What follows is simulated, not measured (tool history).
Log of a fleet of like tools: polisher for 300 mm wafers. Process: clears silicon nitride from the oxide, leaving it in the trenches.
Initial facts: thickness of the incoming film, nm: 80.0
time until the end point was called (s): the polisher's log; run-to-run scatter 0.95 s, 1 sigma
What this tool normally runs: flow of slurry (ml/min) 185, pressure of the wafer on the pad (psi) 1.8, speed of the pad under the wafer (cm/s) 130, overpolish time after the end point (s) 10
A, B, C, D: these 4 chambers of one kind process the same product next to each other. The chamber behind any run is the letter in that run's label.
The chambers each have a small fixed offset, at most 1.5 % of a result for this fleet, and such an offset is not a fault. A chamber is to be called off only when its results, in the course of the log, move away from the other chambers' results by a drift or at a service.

run	hour	flow of slurry (ml/min)	pressure of the wafer on the pad (psi)	speed of the pad under the wafer (cm/s)	overpolish time after the end point (s)	time until the end point was called (s)
1B	5.2	185	1.8	130	10	109.54
# hour 12.4: chamber D: worn pad replaced by a new one
2A	12.6	185	1.8	130	10	107.06
3C	19.6	185	1.8	130	10	108.4
4D	26	185	1.8	130	10	109.86
5D	32.2	185	1.8	130	7	111.06
6B	38.2	185	1.8	130	7	111.93
# hour 43.2: chamber A: worn pad replaced by a new one
7C	44.1	185	1.8	130	7	107.97
8A	50.6	185	1.8	130	7	108.24
9D	54.6	185	1.2	112	10	192.66
10B	62.3	185	1.2	112	10	192.67
# hour 67.2: chamber D: worn pad replaced by a new one
11A	70.9	185	1.2	112	10	189.78
# hour 73.1: chamber B: worn pad replaced by a new one
# hour 73.6: chamber C: head pressure recalibrated
12C	78	185	1.2	112	10	192.05
13B	85.7	185	1.8	130	10	110.28
# hour 90.7: chamber C: worn pad replaced by a new one
14C	90.9	185	1.8	130	10	108.86
15D	94.8	185	1.8	130	10	109.16
16A	102.8	185	1.8	130	10	108.36
17C	107	185	1.8	130	10	109.6
18A	115	185	1.8	130	10	108.29
# hour 118.1: chamber A: worn pad replaced by a new one
19B	120.5	185	1.8	130	10	109.45
20D	127.9	185	1.8	130	10	108.86
# hour 131.3: chamber D: worn pad replaced by a new one
21D	136	185	1.8	130	10	108.59
# hour 137: chamber C: slurry nozzle cleaned
22C	143.8	210	1.8	130	8	108.43
23B	151.4	210	1.8	130	8	107.17
24A	155.4	210	1.8	130	8	106.97
25D	162.5	210	1.8	130	8	107.66
26A	167.7	185	1.8	130	10	107.54
# hour 172.6: chamber B: worn pad replaced by a new one
# hour 174.4: chamber C: worn pad replaced by a new one
27B	174.8	185	1.8	130	10	110.61
28C	179.3	185	1.8	130	10	109.13
29C	184.3	185	1.8	130	10	108.64
# hour 185.5: chamber D: worn pad replaced by a new one
# hour 186.3: chamber A: worn pad replaced by a new one
30A	191.7	185	1.8	130	10	109.09
31B	199.2	185	1.8	130	10	109.32
32D	206.1	185	1.8	130	10	109.66
33A	210.7	185	1.8	130	10	108.74

Each of the 4 chambers runs these same settings next. Fill in every chamber's results:
34A	216.9	185	2.4	130	10	?
34B	216.9	185	2.4	130	10	?
34C	216.9	185	2.4	130	10	?
34D	216.9	185	2.4	130	10	?

run	time until the end point was called (s)
34A	81.098
34B	80.988
34C	83.045
34D	81.886
